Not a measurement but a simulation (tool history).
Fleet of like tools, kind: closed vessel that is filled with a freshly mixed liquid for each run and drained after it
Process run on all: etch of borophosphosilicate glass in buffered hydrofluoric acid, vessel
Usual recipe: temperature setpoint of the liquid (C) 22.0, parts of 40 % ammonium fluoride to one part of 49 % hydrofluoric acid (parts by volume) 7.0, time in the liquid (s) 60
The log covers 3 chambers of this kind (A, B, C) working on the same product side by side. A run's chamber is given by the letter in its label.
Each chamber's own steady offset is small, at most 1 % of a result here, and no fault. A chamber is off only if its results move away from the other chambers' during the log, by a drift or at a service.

run	day	temperature setpoint of the liquid (C)	parts of 40 % ammonium fluoride to one part of 49 % hydrofluoric acid (parts by volume)	time in the liquid (s)	read-back film thickness of the borophosphosilicate glass reference wafer, read on the same gauge (nm)	thickness taken off the borophosphosilicate glass on a monitor wafer (nm)
1C	0.333	22.0	7.0	60	60.023	234.92
2B	0.762	22.0	7.0	60	59.971	239.39
3A	0.996	22.0	7.0	60	60.020	235.68
4B	1.329	22.0	7.0	60	59.990	235.22
5C	1.671	24.0	7.0	40	60.028	177.68
6A	1.917	24.0	7.0	40	60.074	178.03
7C	2.304	24.0	7.0	40	60.034	176.62
8B	2.583	22.0	7.0	60	60.022	241.83
9A	2.992	22.0	7.0	60	60.028	240.23
10A	3.421	20.5	7.0	40	60.052	145.48
11C	3.833	20.5	7.0	40	60.032	146.66
12B	4.088	20.5	7.0	40	60.028	145.32
13B	4.558	26.0	7.0	50	59.947	243.40
14A	4.900	26.0	7.0	50	60.019	243.98
15C	5.375	26.0	7.0	50	60.020	244.31
16C	5.762	26.5	9.5	60	60.009	220.83
17A	6.083	26.5	9.5	60	60.006	221.76
18B	6.567	26.5	9.5	60	59.973	229.26
19C	6.896	22.0	7.0	60	60.014	239.09
20B	7.317	22.0	7.0	60	60.015	241.80
21A	7.738	22.0	7.0	60	59.977	238.04
22C	8.142	22.0	7.0	60	59.984	240.13
23A	8.454	22.0	7.0	60	59.989	236.61
24B	8.892	20.0	7.0	60	59.982	221.46
25A	9.308	20.0	7.0	60	60.013	214.06
26C	9.579	20.0	7.0	60	60.005	210.70
27B	9.996	22.0	7.0	60	59.999	251.61
28A	10.446	26.5	8.0	60	60.026	262.40
29B	10.679	26.5	8.0	60	59.945	275.72
30C	11.092	26.5	8.0	60	59.957	265.73
31C	11.417	22.0	7.0	60	60.031	239.23
32B	11.767	19.5	9.0	60	60.015	168.80
33A	12.121	19.5	9.0	60	60.027	160.80
34A	12.492	19.5	9.0	60	59.971	156.26
35C	12.871	22.0	7.0	60	60.021	240.79
# day 13.171: chamber A: thermometer replaced
36B	13.246	22.0	7.0	60	59.995	254.51
37B	13.688	22.0	7.0	60	59.993	255.95
38C	13.950	22.0	7.0	60	59.968	237.37
39A	14.196	22.0	7.0	60	60.038	236.07
40A	14.446	24.5	10.0	60	59.984	192.02
41B	14.862	24.5	10.0	60	59.964	212.45
42C	15.350	24.5	10.0	60	59.980	194.03
43C	15.596	22.0	7.0	60	60.022	239.49

Read the log: is a single chamber off, either drifting away or since a service, is the gauge that measures every chamber drifting, or is nothing wrong beyond small per-chamber offsets? Name any odd chamber and what most likely caused it.

Little by little, chamber B moves away from the other chambers.
What lies behind it: liquid hotter than its thermometer reads (K) = 1.92.
The log may not tell that from: hydrofluoric acid flow above the setpoint (%).

Which of the 4 candidates below, each the usual settings with something changed and its results left as question marks, puts chamber B back in line with what the other chambers give on the usual settings?
To be in line, a result may differ from the other chambers' mean on the usual settings by at most: thickness taken off the borophosphosilicate glass on a monitor wafer (nm) 6.60
44B-1	15.971	24.0	7.0	60		?
44B-2	15.971	20.0	7.0	60		?
44B-3	15.971	22.0	7.0	70		?
44B-4	15.971	19.0	7.0	60		?

Average result of the remaining chambers running the usual settings: thickness taken off the borophosphosilicate glass on a monitor wafer (nm) 238.40
run	thickness taken off the borophosphosilicate glass on a monitor wafer (nm)
44B-1	294.07
44B-2	237.18
44B-3	308.32
44B-4	224.46
Change 44B-2 lands the chamber within the allowed miss of the other chambers.

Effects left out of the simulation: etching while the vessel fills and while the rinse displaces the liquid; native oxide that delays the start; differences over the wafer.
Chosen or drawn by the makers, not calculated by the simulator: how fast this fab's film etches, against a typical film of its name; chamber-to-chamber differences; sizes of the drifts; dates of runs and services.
